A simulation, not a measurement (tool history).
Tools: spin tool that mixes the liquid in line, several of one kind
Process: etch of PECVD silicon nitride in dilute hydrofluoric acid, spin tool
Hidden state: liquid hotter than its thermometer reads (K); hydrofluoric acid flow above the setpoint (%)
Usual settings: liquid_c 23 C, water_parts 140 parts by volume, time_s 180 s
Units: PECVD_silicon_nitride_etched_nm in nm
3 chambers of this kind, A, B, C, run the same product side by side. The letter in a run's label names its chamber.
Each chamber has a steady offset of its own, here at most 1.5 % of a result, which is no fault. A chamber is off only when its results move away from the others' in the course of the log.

run,day,liquid_c,water_parts,time_s,hours since the thermometer was replaced,hours since the hydrofluoric acid flow meter was replaced,"read-back film thickness of the PECVD silicon nitride reference wafer, read on the same gauge (nm)",PECVD_silicon_nitride_etched_nm
1A,0.146,23,140,180,225.9,83.7,139.98,3.8804
2C,0.292,23,140,180,284.2,240.9,140.01,3.8887
3B,0.425,23,140,180,1931.3,38.5,140.00,3.7826
4B,0.533,23,140,180,1933.9,41.1,140.03,3.8732
5C,0.692,23,140,180,293.8,250.5,140.02,3.8758
6A,0.883,23,140,180,243.6,101.4,140.01,3.9111
7B,1.062,23,140,180,1946.6,53.8,140.03,3.8999
8A,1.204,27,140,180,251.3,109.1,139.95,5.0176
9C,1.338,27,140,180,309.3,266.0,139.97,5.0058
10A,1.433,27,140,180,256.8,114.6,140.01,5.1012
11C,1.550,23,140,180,314.4,271.1,140.02,3.9004
12B,1.750,23,140,180,1963.1,70.3,139.97,3.8266
13B,1.854,23,140,235,1965.6,72.8,140.04,4.8738
14C,1.950,23,140,235,324.0,280.7,139.98,5.2382
15A,2.121,23,140,235,273.3,131.1,140.02,5.1787
16A,2.279,23,140,180,277.1,134.9,139.98,3.9626
17C,2.383,23,140,180,334.4,291.1,139.98,4.0798
18B,2.583,23,140,180,1983.1,90.3,139.99,3.8337
19B,2.750,23,140,180,1987.1,94.3,139.99,3.8185
20A,2.846,23,140,180,290.7,148.5,139.99,3.8420
21C,3.012,23,140,180,349.5,306.2,140.00,4.1103
22B,3.112,23,140,180,1995.8,103.0,139.99,3.7960
23A,3.258,23,140,180,300.6,158.4,140.02,3.8921
24C,3.346,23,140,180,357.5,314.2,140.03,4.1165
25A,3.500,23,140,180,306.4,164.2,139.99,3.9635
26B,3.629,23,140,180,2008.2,115.4,140.02,3.8161
27C,3.758,23,140,180,367.4,324.1,140.05,4.1135
28A,3.862,23,140,180,315.1,172.9,139.98,3.8810
29C,3.958,23,140,180,372.2,328.9,139.98,4.1656
30B,4.138,23,140,180,2020.4,127.6,139.98,3.8360

What goes on in this fleet: one chamber off, a drifting gauge, or nothing beyond the chambers' own small offsets? Name the chamber and the cause, if any.

Chamber C drifts away from the others.
Cause: liquid hotter than its thermometer reads (K) = 1.38.
The log may not tell that from: hydrofluoric acid flow above the setpoint (%).

Here are 4 candidates for chamber C's next run, each the usual settings with a change, their results left as question marks. Which one brings its results back in line with what the others give on the usual settings?
In line means no further than this from the other chambers' mean on the usual settings: PECVD_silicon_nitride_etched_nm 0.1400 nm
31C-1,4.283,23.0,140,175,,,,?
31C-2,4.283,24.5,140,180,,,,?
31C-3,4.283,23.0,140,185,,,,?
31C-4,4.283,21.5,140,180,,,,?

The other chambers' mean on the usual settings: PECVD_silicon_nitride_etched_nm 3.8639 nm
run,PECVD_silicon_nitride_etched_nm
31C-1,4.0894
31C-2,4.6252
31C-3,4.3231
31C-4,3.8205
31C-4 brings the chamber back in line.

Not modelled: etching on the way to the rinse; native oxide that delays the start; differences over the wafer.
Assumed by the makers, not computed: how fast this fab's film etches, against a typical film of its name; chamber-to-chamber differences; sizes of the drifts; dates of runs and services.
